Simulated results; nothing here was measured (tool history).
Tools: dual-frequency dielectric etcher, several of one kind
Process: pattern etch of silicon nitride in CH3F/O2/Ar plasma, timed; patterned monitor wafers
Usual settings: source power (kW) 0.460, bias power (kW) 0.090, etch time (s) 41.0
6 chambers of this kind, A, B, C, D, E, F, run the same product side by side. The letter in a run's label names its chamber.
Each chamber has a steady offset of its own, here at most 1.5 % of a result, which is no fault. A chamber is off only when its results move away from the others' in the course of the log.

run     day  source power (kW)  bias power (kW)  etch time (s)  hours since the last wet clean  hours since the last source power generator calibration  hours since the last bias power generator calibration  read-back reference wafer on the same gauge, depth_nm  mean etch depth across the wafer (Å)
 1C   0.675              0.460            0.090           41.0                           413.1                                                    618.5                                                 2853.4                                                 26.995                                326.59
 2A   1.267              0.460            0.090           41.0                           495.2                                                    897.9                                                 1156.6                                                 27.000                                330.10
 3F   1.796              0.460            0.090           41.0                           350.9                                                     46.6                                                 2253.7                                                 27.017                                324.37
 4D   2.404              0.460            0.090           41.0                            99.2                                                   3911.7                                                 3114.4                                                 27.012                                327.30
 5E   2.788              0.350            0.090           50.5                           101.1                                                   2237.9                                                  282.6                                                 27.025                                363.41
 6B   3.362              0.350            0.090           50.5                           146.4                                                   2046.8                                                 3751.9                                                 27.029                                363.19
 7F   3.667              0.350            0.090           50.5                           395.8                                                     91.5                                                 2298.6                                                 27.025                                359.17
      4.146  -- chamber C: wet clean of the chamber
 8A   4.171              0.350            0.090           50.5                           564.9                                                    967.6                                                 1226.3                                                 27.041                                369.23
      4.512  -- chamber F: wet clean of the chamber
 9E   4.633              0.350            0.090           50.5                           145.4                                                   2282.2                                                  326.9                                                 27.050                                362.93
10D   5.250              0.350            0.090           50.5                           167.5                                                   3980.0                                                 3182.7                                                 27.037                                365.06
      5.579  -- chamber A: wet clean of the chamber
11C   5.775              0.560            0.090           52.0                            39.1                                                    740.9                                                 2975.8                                                 27.042                                447.74
12B   6.317              0.560            0.090           52.0                           217.3                                                   2117.7                                                 3822.8                                                 27.053                                445.58
13A   6.971              0.560            0.090           52.0                            33.5                                                   1034.8                                                 1293.5                                                 27.048                                450.62
14C   7.521              0.560            0.090           52.0                            81.0                                                    782.8                                                 3017.7                                                 27.060                                447.62
15B   8.200              0.560            0.090           52.0                           262.5                                                   2162.9                                                 3868.0                                                 27.069                                445.50
16D   8.788              0.560            0.090           52.0                           252.4                                                   4064.9                                                 3267.6                                                 27.069                                449.76
17F   9.296              0.460            0.090           41.0                           114.8                                                    226.6                                                 2433.7                                                 27.075                                324.45
18E   9.850              0.460            0.090           41.0                           270.6                                                   2407.4                                                  452.1                                                 27.071                                328.56
19A  10.308              0.460            0.090           30.0                           113.6                                                   1114.9                                                 1373.6                                                 27.083                                242.29
20B  10.800              0.460            0.090           30.0                           324.9                                                   2225.3                                                 3930.4                                                 27.086                                239.10
21C  11.454              0.460            0.090           30.0                           175.4                                                    877.2                                                 3112.1                                                 27.083                                239.45
22F  11.883              0.460            0.090           30.0                           176.9                                                    288.7                                                 2495.8                                                 27.087                                237.23
23E  12.408              0.460            0.090           30.0                           332.0                                                   2468.8                                                  513.5                                                 27.092                                240.12
24D  13.017              0.460            0.090           30.0                           353.9                                                   4166.4                                                 3369.1                                                 27.110                                241.21
25E  13.483              0.370            0.090           41.0                           357.8                                                   2494.6                                                  539.3                                                 27.108                                301.67
26F  14.104              0.370            0.090           41.0                           230.2                                                    342.0                                                 2549.1                                                 27.121                                298.03
27C  14.783              0.370            0.090           41.0                           255.3                                                    957.1                                                 3192.0                                                 27.104                                301.62
28B  15.112              0.370            0.090           41.0                           428.4                                                   2328.8                                                 4033.9                                                 27.120                                302.13
29D  15.671              0.370            0.090           41.0                           417.6                                                   4230.1                                                 3432.8                                                 27.115                                303.17
     16.183  -- chamber D: wet clean of the chamber
     16.271  -- chamber B: wet clean of the chamber
30A  16.350              0.370            0.090           41.0                           258.6                                                   1259.9                                                 1518.6                                                 27.121                                306.23
31E  16.858              0.350            0.090           46.5                           438.8                                                   2575.6                                                  620.3                                                 27.132                                336.22
     17.054  -- chamber E: wet clean of the chamber
32D  17.412              0.350            0.090           46.5                            29.5                                                   4271.9                                                 3474.6                                                 27.128                                336.19
33F  17.933              0.350            0.090           46.5                           322.1                                                    433.9                                                 2641.0                                                 27.136                                332.82
34A  18.433              0.350            0.090           46.5                           308.6                                                   1309.9                                                 1568.6                                                 27.142                                340.37
35B  18.850              0.350            0.090           46.5                            62.0                                                   2418.5                                                 4123.6                                                 27.135                                335.81
36C  19.433              0.350            0.090           46.5                           366.9                                                   1068.7                                                 3303.6                                                 27.152                                335.82
37A  19.754              0.460            0.090           41.0                           340.3                                                   1341.6                                                 1600.3                                                 27.145                                330.23
38F  20.217              0.460            0.090           30.5                           376.9                                                    488.7                                                 2695.8                                                 27.147                                241.59
39B  20.646              0.460            0.090           30.5                           105.1                                                   2461.6                                                 4166.7                                                 27.162                                243.34
40E  20.958              0.460            0.090           30.5                            93.7                                                   2674.0                                                  718.7                                                 27.166                                244.67
     21.375  -- chamber C: wet clean of the chamber
41D  21.575              0.460            0.090           30.5                           129.4                                                   4371.8                                                 3574.5                                                 27.169                                244.66
42C  21.962              0.460            0.090           30.5                            14.2                                                   1129.4                                                 3364.3                                                 27.175                                245.24
43D  22.462              0.460            0.090           30.5                           150.7                                                   4393.1                                                 3595.8                                                 27.159                                244.49
44E  23.050              0.460            0.090           41.0                           143.9                                                   2724.2                                                  768.9                                                 27.176                                328.92

Next, every chamber runs the same settings. What will each give?
45A  23.546              0.560            0.090           41.0                                                                                                                                                                                                                                            ?
45B  23.546              0.560            0.090           41.0                                                                                                                                                                                                                                            ?
45C  23.546              0.560            0.090           41.0                                                                                                                                                                                                                                            ?
45D  23.546              0.560            0.090           41.0                                                                                                                                                                                                                                            ?
45E  23.546              0.560            0.090           41.0                                                                                                                                                                                                                                            ?
45F  23.546              0.560            0.090           41.0                                                                                                                                                                                                                                            ?

run  mean etch depth across the wafer (Å)
45A                                357.20
45B                                353.34
45C                                354.21
45D                                356.53
45E                                354.07
45F                                351.88

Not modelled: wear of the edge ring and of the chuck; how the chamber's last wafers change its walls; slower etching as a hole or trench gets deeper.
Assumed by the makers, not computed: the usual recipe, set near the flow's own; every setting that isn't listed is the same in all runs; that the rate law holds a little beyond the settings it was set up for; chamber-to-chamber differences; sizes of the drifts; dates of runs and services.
